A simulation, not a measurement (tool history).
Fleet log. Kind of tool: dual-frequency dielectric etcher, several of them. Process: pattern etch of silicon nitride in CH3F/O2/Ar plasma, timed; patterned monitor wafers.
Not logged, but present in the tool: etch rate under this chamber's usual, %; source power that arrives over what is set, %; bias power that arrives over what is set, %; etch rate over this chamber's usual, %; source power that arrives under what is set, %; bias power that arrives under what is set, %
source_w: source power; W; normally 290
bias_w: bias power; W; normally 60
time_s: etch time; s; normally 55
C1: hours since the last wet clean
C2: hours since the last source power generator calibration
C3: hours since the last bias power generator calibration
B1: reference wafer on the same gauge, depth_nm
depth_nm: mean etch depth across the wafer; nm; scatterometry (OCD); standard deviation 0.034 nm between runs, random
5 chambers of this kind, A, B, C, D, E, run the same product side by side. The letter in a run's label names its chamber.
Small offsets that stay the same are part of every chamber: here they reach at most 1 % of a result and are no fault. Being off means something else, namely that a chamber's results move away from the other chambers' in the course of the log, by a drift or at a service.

run 1D hour=9.4 | source_w=290 bias_w=60 time_s=55 | C1=440.1 C2=319.4 C3=2544.6 | B1=35.414 | depth_nm=32.067
run 2E hour=16.9 | source_w=290 bias_w=60 time_s=55 | C1=17.5 C2=756.3 C3=317.2 | B1=35.419 | depth_nm=32.292
-- hour=23.2 chamber D: wet clean of the chamber
run 3C hour=26.2 | source_w=290 bias_w=60 time_s=55 | C1=37.5 C2=463.6 C3=302.3 | B1=35.409 | depth_nm=32.058
run 4A hour=34.6 | source_w=290 bias_w=60 time_s=55 | C1=158.2 C2=2234.4 C3=2565.4 | B1=35.416 | depth_nm=31.994
run 5B hour=40.6 | source_w=290 bias_w=60 time_s=55 | C1=212.3 C2=79.2 C3=1552.4 | B1=35.427 | depth_nm=31.878
run 6B hour=49.2 | source_w=290 bias_w=60 time_s=55 | C1=220.9 C2=87.8 C3=1561 | B1=35.439 | depth_nm=31.882
run 7C hour=54.4 | source_w=290 bias_w=60 time_s=55 | C1=65.7 C2=491.8 C3=330.5 | B1=35.439 | depth_nm=32.066
run 8E hour=63 | source_w=290 bias_w=60 time_s=55 | C1=63.6 C2=802.4 C3=363.3 | B1=35.45 | depth_nm=32.252
run 9A hour=71.1 | source_w=290 bias_w=60 time_s=55 | C1=194.7 C2=2270.9 C3=2601.9 | B1=35.436 | depth_nm=32.13
run 10D hour=76.3 | source_w=290 bias_w=60 time_s=55 | C1=53.1 C2=386.3 C3=2611.5 | B1=35.46 | depth_nm=32.085
run 11B hour=81.5 | source_w=290 bias_w=60 time_s=55 | C1=253.2 C2=120.1 C3=1593.3 | B1=35.448 | depth_nm=31.884
run 12C hour=91.3 | source_w=290 bias_w=60 time_s=55 | C1=102.6 C2=528.7 C3=367.4 | B1=35.454 | depth_nm=32.086
run 13E hour=99.5 | source_w=290 bias_w=60 time_s=55 | C1=100.1 C2=838.9 C3=399.8 | B1=35.463 | depth_nm=32.31
run 14D hour=107.5 | source_w=290 bias_w=60 time_s=55 | C1=84.3 C2=417.5 C3=2642.7 | B1=35.46 | depth_nm=32.149
run 15A hour=117 | source_w=290 bias_w=60 time_s=55 | C1=240.6 C2=2316.8 C3=2647.8 | B1=35.469 | depth_nm=32.141
run 16D hour=126.7 | source_w=290 bias_w=60 time_s=55 | C1=103.5 C2=436.7 C3=2661.9 | B1=35.464 | depth_nm=32.193
run 17A hour=133.8 | source_w=290 bias_w=72 time_s=45 | C1=257.4 C2=2333.6 C3=2664.6 | B1=35.473 | depth_nm=27.981
run 18E hour=141.9 | source_w=290 bias_w=72 time_s=45 | C1=142.5 C2=881.3 C3=442.2 | B1=35.488 | depth_nm=28.128
run 19C hour=148.8 | source_w=290 bias_w=72 time_s=45 | C1=160.1 C2=586.2 C3=424.9 | B1=35.482 | depth_nm=27.961
run 20B hour=158.5 | source_w=290 bias_w=72 time_s=45 | C1=330.2 C2=197.1 C3=1670.3 | B1=35.498 | depth_nm=27.785
run 21B hour=166.4 | source_w=290 bias_w=72 time_s=45 | C1=338.1 C2=205 C3=1678.2 | B1=35.5 | depth_nm=27.765
run 22C hour=171.9 | source_w=290 bias_w=60 time_s=55 | C1=183.2 C2=609.3 C3=448 | B1=35.494 | depth_nm=32.125
run 23D hour=176.6 | source_w=290 bias_w=60 time_s=55 | C1=153.4 C2=486.6 C3=2711.8 | B1=35.498 | depth_nm=32.21
run 24A hour=183.1 | source_w=290 bias_w=60 time_s=55 | C1=306.7 C2=2382.9 C3=2713.9 | B1=35.509 | depth_nm=32.162
run 25E hour=193 | source_w=290 bias_w=60 time_s=55 | C1=193.6 C2=932.4 C3=493.3 | B1=35.511 | depth_nm=32.415
run 26E hour=200.3 | source_w=360 bias_w=66 time_s=55 | C1=200.9 C2=939.7 C3=500.6 | B1=35.534 | depth_nm=36.405
run 27D hour=209.9 | source_w=360 bias_w=66 time_s=55 | C1=186.7 C2=519.9 C3=2745.1 | B1=35.533 | depth_nm=36.121
-- hour=214.5 chamber A: source power generator calibrated
run 28B hour=214.8 | source_w=360 bias_w=66 time_s=55 | C1=386.5 C2=253.4 C3=1726.6 | B1=35.533 | depth_nm=35.937
run 29A hour=220.5 | source_w=360 bias_w=66 time_s=55 | C1=344.1 C2=6.1 C3=2751.3 | B1=35.534 | depth_nm=36.079
run 30C hour=228 | source_w=360 bias_w=66 time_s=55 | C1=239.3 C2=665.4 C3=504.1 | B1=35.543 | depth_nm=36.051
run 31C hour=235.3 | source_w=290 bias_w=60 time_s=55 | C1=246.6 C2=672.7 C3=511.4 | B1=35.539 | depth_nm=32.251
run 32E hour=244.7 | source_w=290 bias_w=60 time_s=55 | C1=245.3 C2=984.1 C3=545 | B1=35.539 | depth_nm=32.35
run 33D hour=250.8 | source_w=290 bias_w=60 time_s=55 | C1=227.6 C2=560.8 C3=2786 | B1=35.549 | depth_nm=32.225

Read the log: is a single chamber off, either drifting away or since a service, is the gauge that measures every chamber drifting, or is nothing wrong beyond small per-chamber offsets? Name any odd chamber and what most likely caused it.

None of the chambers is off. What moves is the gauge, dragging all their readings along together.
What lies behind it: gauge reads high (%) = 0.439.
